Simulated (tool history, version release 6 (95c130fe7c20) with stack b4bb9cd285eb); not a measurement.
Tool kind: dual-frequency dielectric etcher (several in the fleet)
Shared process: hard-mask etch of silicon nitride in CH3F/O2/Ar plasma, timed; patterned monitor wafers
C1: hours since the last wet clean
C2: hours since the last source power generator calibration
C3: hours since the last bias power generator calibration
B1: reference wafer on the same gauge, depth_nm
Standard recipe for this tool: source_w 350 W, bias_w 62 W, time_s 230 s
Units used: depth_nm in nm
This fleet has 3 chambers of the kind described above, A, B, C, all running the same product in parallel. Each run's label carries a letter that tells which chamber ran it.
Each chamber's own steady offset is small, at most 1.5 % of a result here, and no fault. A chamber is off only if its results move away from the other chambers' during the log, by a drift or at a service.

Run 1C, hour 5: usual settings; C1 253.2; C2 1513; C3 2723.1; B1 154.07. Result: depth_nm 145.69 nm.
Run 2B, hour 14.1: usual settings; C1 169.2; C2 948.2; C3 1829.8; B1 153.9. Result: depth_nm 145.58 nm.
Run 3A, hour 19.1: usual settings; C1 97.6; C2 2199.6; C3 2685; B1 154.05. Result: depth_nm 143.93 nm.
Run 4C, hour 25.2: usual settings; C1 273.4; C2 1533.2; C3 2743.3; B1 154.05. Result: depth_nm 146.43 nm.
Run 5B, hour 34.5: usual settings; C1 189.6; C2 968.6; C3 1850.2; B1 154.16. Result: depth_nm 146.02 nm.
Run 6A, hour 39.7: usual settings; C1 118.2; C2 2220.2; C3 2705.6; B1 154.01. Result: depth_nm 144.14 nm.
Run 7B, hour 47.7: usual settings; C1 202.8; C2 981.8; C3 1863.4; B1 153.91. Result: depth_nm 146.13 nm.
Run 8C, hour 56.2: usual settings; C1 304.4; C2 1564.2; C3 2774.3; B1 154.07. Result: depth_nm 147.16 nm.
Run 9A, hour 66.2: usual settings; C1 144.7; C2 2246.7; C3 2732.1; B1 154.14. Result: depth_nm 143.57 nm.
Run 10B, hour 74.5: usual settings; C1 229.6; C2 1008.6; C3 1890.2; B1 153.98. Result: depth_nm 145.78 nm.
Run 11C, hour 80.3: usual settings but source_w 280 W; C1 328.5; C2 1588.3; C3 2798.4; B1 153.96. Result: depth_nm 134.11 nm.
Run 12A, hour 87.4: usual settings but source_w 280 W; C1 165.9; C2 2267.9; C3 2753.3; B1 153.95. Result: depth_nm 132.4 nm.
Run 13A, hour 95: usual settings but source_w 280 W; C1 173.5; C2 2275.5; C3 2760.9; B1 153.95. Result: depth_nm 132.29 nm.
Run 14B, hour 101.3: usual settings; C1 256.4; C2 1035.4; C3 1917; B1 154.08. Result: depth_nm 146.34 nm.
Run 15C, hour 108.7: usual settings but source_w 290 W, time_s 255.5 s; C1 356.9; C2 1616.7; C3 2826.8; B1 154.07. Result: depth_nm 151.38 nm.
Run 16B, hour 113.9: usual settings but source_w 290 W, time_s 255.5 s; C1 269; C2 1048; C3 1929.6; B1 153.97. Result: depth_nm 149.26 nm.
Run 17A, hour 122.2: usual settings but source_w 290 W, time_s 255.5 s; C1 200.7; C2 2302.7; C3 2788.1; B1 154.08. Result: depth_nm 149.64 nm.
Run 18C, hour 127.8: usual settings; C1 376; C2 1635.8; C3 2845.9; B1 154.05. Result: depth_nm 146.93 nm.
Run 19A, hour 134.2: usual settings; C1 212.7; C2 2314.7; C3 2800.1; B1 154.11. Result: depth_nm 143.81 nm.
Run 20C, hour 145.3: usual settings; C1 393.5; C2 1653.3; C3 2863.4; B1 153.95. Result: depth_nm 147.08 nm.
Run 21B, hour 156: usual settings; C1 311.1; C2 1090.1; C3 1971.7; B1 153.89. Result: depth_nm 143.25 nm.
Run 22C, hour 163.4: usual settings; C1 411.6; C2 1671.4; C3 2881.5; B1 154.06. Result: depth_nm 146.37 nm.
Run 23A, hour 173.3: usual settings; C1 251.8; C2 2353.8; C3 2839.2; B1 153.99. Result: depth_nm 143.91 nm.
Run 24B, hour 180.4: usual settings; C1 335.5; C2 1114.5; C3 1996.1; B1 154.06. Result: depth_nm 143.64 nm.
Run 25A, hour 188.2: usual settings; C1 266.7; C2 2368.7; C3 2854.1; B1 153.99. Result: depth_nm 144.43 nm.
At hour 196.6: chamber C: wet clean of the chamber.
Run 26C, hour 198.9: usual settings but bias_w 56 W, time_s 207 s; C1 2.3; C2 1706.9; C3 2917; B1 153.88. Result: depth_nm 126.7 nm.
Run 27B, hour 206.3: usual settings but bias_w 56 W, time_s 207 s; C1 361.4; C2 1140.4; C3 2022; B1 154.03. Result: depth_nm 123.87 nm.
Run 28B, hour 217.5: usual settings but bias_w 56 W, time_s 207 s; C1 372.6; C2 1151.6; C3 2033.2; B1 154. Result: depth_nm 124.34 nm.
Run 29C, hour 222.5: usual settings; C1 25.9; C2 1730.5; C3 2940.6; B1 154.02. Result: depth_nm 145.89 nm.
At hour 229: chamber A: source power generator calibrated.
Run 30A, hour 232.2: usual settings; C1 310.7; C2 3.2; C3 2898.1; B1 153.95. Result: depth_nm 143.88 nm.
Run 31B, hour 242.2: usual settings but bias_w 51 W; C1 397.3; C2 1176.3; C3 2057.9; B1 154.09. Result: depth_nm 131.39 nm.
Run 32A, hour 249.5: usual settings but bias_w 51 W; C1 328; C2 20.5; C3 2915.4; B1 154.05. Result: depth_nm 134.73 nm.
Run 33C, hour 260.2: usual settings but bias_w 51 W; C1 63.6; C2 1768.2; C3 2978.3; B1 154.2. Result: depth_nm 137.08 nm.
Run 34A, hour 267.6: usual settings; C1 346.1; C2 38.6; C3 2933.5; B1 154.02. Result: depth_nm 144.74 nm.
Run 35B, hour 272.8: usual settings; C1 427.9; C2 1206.9; C3 2088.5; B1 154.12. Result: depth_nm 140.46 nm.
Run 36C, hour 281.7: usual settings; C1 85.1; C2 1789.7; C3 2999.8; B1 154.12. Result: depth_nm 146.54 nm.
Run 37A, hour 286.8: usual settings; C1 365.3; C2 57.8; C3 2952.7; B1 154.03. Result: depth_nm 143.12 nm.
Run 38B, hour 297: usual settings; C1 452.1; C2 1231.1; C3 2112.7; B1 154.09. Result: depth_nm 139.79 nm.

Has any chamber moved away from the others, gradually or after a service, or does the common gauge drift, or do the chambers differ only by their own small steady offsets? State the chamber and the most likely cause if one applies.

One chamber, B, drifts off from the rest bit by bit.
Likeliest cause: etch rate under this chamber's usual, % = 4.64.

Which of the 4 candidates below, each the usual settings with something changed and its results left as question marks, puts chamber B back in line with what the other chambers give on the usual settings?
A result is in line if it is within this distance of the other chambers' mean on the usual settings: depth_nm 1.9 nm
Run 39B-1, hour 305.2: usual settings but bias_w 61 W, time_s 221.5 s. Result: depth_nm ?.
Run 39B-2, hour 305.2: usual settings but time_s 211 s. Result: depth_nm ?.
Run 39B-3, hour 305.2: usual settings but source_w 360 W, bias_w 63 W, time_s 246 s. Result: depth_nm ?.
Run 39B-4, hour 305.2: usual settings but source_w 370 W, bias_w 65 W. Result: depth_nm ?.

The other chambers' mean on the usual settings: depth_nm 144.92 nm
  run  depth_nm
39B-1    133.76
39B-2    128.12
39B-3    151.83
39B-4    144.99
39B-4 puts the chamber back in line with the other chambers.
